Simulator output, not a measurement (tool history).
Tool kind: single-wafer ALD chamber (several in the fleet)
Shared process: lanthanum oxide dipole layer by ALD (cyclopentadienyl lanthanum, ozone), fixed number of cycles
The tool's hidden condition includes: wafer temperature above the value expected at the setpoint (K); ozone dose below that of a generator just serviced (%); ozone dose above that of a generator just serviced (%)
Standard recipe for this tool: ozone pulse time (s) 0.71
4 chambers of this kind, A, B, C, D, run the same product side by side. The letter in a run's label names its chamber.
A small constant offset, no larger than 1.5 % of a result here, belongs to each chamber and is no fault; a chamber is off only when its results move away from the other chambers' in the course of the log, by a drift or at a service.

| run | hour | ozone pulse time (s) | hours since the last thermocouple change | hours since the last ozone generator service | read-back reference wafer on the same gauge, thickness_nm | mean film thickness on the monitor wafer (angstrom) |
|---|---|---|---|---|---|---|
| 1A | 9.2 | 0.71 | 106 | 779.6 | 0.49522 | 4.3076 |
| 2B | 17 | 0.71 | 2743.5 | 278 | 0.49539 | 4.4369 |
| 3D | 22.6 | 0.71 | 426.9 | 1347.9 | 0.49547 | 4.4245 |
| 4C | 31.1 | 0.71 | 417.6 | 457.7 | 0.4952 | 4.3306 |
| 5B | 41.5 | 0.71 | 2768 | 302.5 | 0.49556 | 4.4378 |
| 6D | 51.8 | 0.94 | 456.1 | 1377.1 | 0.49502 | 4.9553 |
| 7C | 57.5 | 0.94 | 444 | 484.1 | 0.49505 | 4.8674 |
| 8A | 64.2 | 0.94 | 161 | 834.6 | 0.49437 | 4.8349 |
| 9B | 73.1 | 0.94 | 2799.6 | 334.1 | 0.49508 | 4.9026 |
| 10C | 78.8 | 0.71 | 465.3 | 505.4 | 0.49459 | 4.3374 |
| 11A | 83.4 | 0.71 | 180.2 | 853.8 | 0.4953 | 4.3049 |
| 12D | 88.1 | 0.5 | 492.4 | 1413.4 | 0.49439 | 3.6846 |
| 13A | 93.5 | 0.5 | 190.3 | 863.9 | 0.49462 | 3.6248 |
| 14B | 99.4 | 0.5 | 2825.9 | 360.4 | 0.49445 | 3.6619 |
| 15D | 105.6 | 0.5 | 509.9 | 1430.9 | 0.49479 | 3.6806 |
| 16C | 112.8 | 0.71 | 499.3 | 539.4 | 0.49458 | 4.3527 |
| 17C | 122.7 | 0.88 | 509.2 | 549.3 | 0.49514 | 4.7577 |
| 18D | 132.4 | 0.88 | 536.7 | 1457.7 | 0.49511 | 4.8124 |
| 19B | 140.1 | 0.88 | 2866.6 | 401.1 | 0.49453 | 4.7988 |
| 20A | 148.8 | 0.88 | 245.6 | 919.2 | 0.49424 | 4.6967 |
| 21A | 154.5 | 0.71 | 251.3 | 924.9 | 0.4951 | 4.3614 |
| 22D | 160 | 0.71 | 564.3 | 1485.3 | 0.49474 | 4.41 |
|  | 161.8 | chamber D: ozone generator serviced |
| 23B | 169.6 | 0.71 | 2896.1 | 430.6 | 0.49547 | 4.4233 |
| 24C | 176.7 | 0.71 | 563.2 | 603.3 | 0.49497 | 4.3479 |
| 25C | 182 | 0.71 | 568.5 | 608.6 | 0.49503 | 4.3425 |
| 26B | 191.4 | 0.71 | 2917.9 | 452.4 | 0.49527 | 4.4401 |
| 27A | 201.2 | 0.71 | 298 | 971.6 | 0.49507 | 4.3091 |
| 28D | 209.3 | 0.87 | 613.6 | 47.5 | 0.49492 | 4.8 |
| 29A | 215.7 | 0.87 | 312.5 | 986.1 | 0.49513 | 4.7041 |
| 30C | 220.7 | 0.87 | 607.2 | 647.3 | 0.4944 | 4.7001 |
| 31B | 225.4 | 0.87 | 2951.9 | 486.4 | 0.49487 | 4.8025 |
| 32D | 233.9 | 0.48 | 638.2 | 72.1 | 0.49519 | 3.5927 |
| 33C | 239 | 0.48 | 625.5 | 665.6 | 0.49481 | 3.5748 |
| 34D | 244.8 | 0.48 | 649.1 | 83 | 0.49494 | 3.6066 |
| 35A | 250.8 | 0.48 | 347.6 | 1021.2 | 0.49527 | 3.5134 |
| 36B | 259.6 | 0.71 | 2986.1 | 520.6 | 0.49505 | 4.4253 |
| 37C | 266.8 | 0.71 | 653.3 | 693.4 | 0.49487 | 4.3787 |
| 38D | 275.3 | 0.71 | 679.6 | 113.5 | 0.49425 | 4.4166 |
| 39A | 283.9 | 0.71 | 380.7 | 1054.3 | 0.49526 | 4.345 |
| 40B | 292.7 | 0.71 | 3019.2 | 553.7 | 0.49489 | 4.3947 |
| 41A | 301.6 | 0.71 | 398.4 | 1072 | 0.49524 | 4.3263 |
| 42B | 310.5 | 0.71 | 3037 | 571.5 | 0.49469 | 4.4346 |
| 43C | 319.6 | 0.71 | 706.1 | 746.2 | 0.49463 | 4.3686 |

All 4 chambers run these settings next. Forecast each chamber's results:
| 44A | 327.2 | 0.71 |  |  |  | ? |
| 44B | 327.2 | 0.71 |  |  |  | ? |
| 44C | 327.2 | 0.71 |  |  |  | ? |
| 44D | 327.2 | 0.71 |  |  |  | ? |

| run | mean film thickness on the monitor wafer (angstrom) |
|---|---|
| 44A | 4.3256 |
| 44B | 4.415 |
| 44C | 4.3361 |
| 44D | 4.407 |
